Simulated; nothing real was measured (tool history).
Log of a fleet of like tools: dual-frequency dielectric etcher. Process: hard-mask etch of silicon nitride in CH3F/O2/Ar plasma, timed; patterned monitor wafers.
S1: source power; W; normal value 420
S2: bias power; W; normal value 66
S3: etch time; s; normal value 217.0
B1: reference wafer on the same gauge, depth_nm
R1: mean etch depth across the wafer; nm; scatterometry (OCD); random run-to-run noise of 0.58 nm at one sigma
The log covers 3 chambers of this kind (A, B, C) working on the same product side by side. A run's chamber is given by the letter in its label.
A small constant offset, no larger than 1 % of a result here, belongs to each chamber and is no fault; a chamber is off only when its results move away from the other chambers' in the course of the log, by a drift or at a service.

Run 1A, hour 4.1: usual settings; B1 173.99. Result: R1 150.54 nm.
Run 2B, hour 9.1: usual settings; B1 173.88. Result: R1 150.80 nm.
Run 3C, hour 11.7: usual settings; B1 174.10. Result: R1 149.77 nm.
Run 4C, hour 15.1: usual settings; B1 174.22. Result: R1 150.62 nm.
Run 5B, hour 17.7: usual settings; B1 173.95. Result: R1 151.33 nm.
Run 6A, hour 21.4: usual settings; B1 173.97. Result: R1 150.88 nm.
Run 7B, hour 24.8: usual settings; B1 173.84. Result: R1 151.49 nm.
Run 8A, hour 27.7: usual settings; B1 174.13. Result: R1 149.63 nm.
Run 9C, hour 30.2: usual settings; B1 173.78. Result: R1 151.99 nm.
Run 10B, hour 34.5: usual settings; B1 174.10. Result: R1 150.44 nm.
Run 11C, hour 39.6: usual settings but S3 269.5 s; B1 174.06. Result: R1 186.83 nm.
Run 12A, hour 44.8: usual settings but S3 269.5 s; B1 174.25. Result: R1 186.65 nm.
Run 13B, hour 50.1: usual settings but S3 269.5 s; B1 173.98. Result: R1 186.46 nm.
Run 14C, hour 53.3: usual settings; B1 174.15. Result: R1 150.63 nm.
Run 15A, hour 57.0: usual settings; B1 173.75. Result: R1 149.54 nm.
At hour 58.8: chamber B: wet clean of the chamber.
Run 16C, hour 62.1: usual settings; B1 173.90. Result: R1 151.60 nm.
Run 17A, hour 64.9: usual settings; B1 174.03. Result: R1 149.82 nm.
Run 18B, hour 69.1: usual settings; B1 174.04. Result: R1 143.94 nm.
Run 19B, hour 73.6: usual settings; B1 174.08. Result: R1 143.16 nm.
Run 20A, hour 78.6: usual settings; B1 174.03. Result: R1 150.83 nm.
Run 21C, hour 82.2: usual settings; B1 173.84. Result: R1 150.79 nm.
Run 22C, hour 84.9: usual settings but S2 78 W; B1 173.98. Result: R1 158.47 nm.
Run 23B, hour 90.5: usual settings but S2 78 W; B1 174.04. Result: R1 151.21 nm.
Run 24A, hour 95.9: usual settings but S2 78 W; B1 174.07. Result: R1 158.92 nm.
Run 25B, hour 100.4: usual settings; B1 173.93. Result: R1 142.39 nm.

All chambers now run identical settings, listed one chamber a line with results as question marks. What results will each chamber show?
Run 26A, hour 104.4: usual settings. Result: R1 ?.
Run 26B, hour 104.4: usual settings. Result: R1 ?.
Run 26C, hour 104.4: usual settings. Result: R1 ?.

run      R1
26A  150.77
26B  143.38
26C  150.86
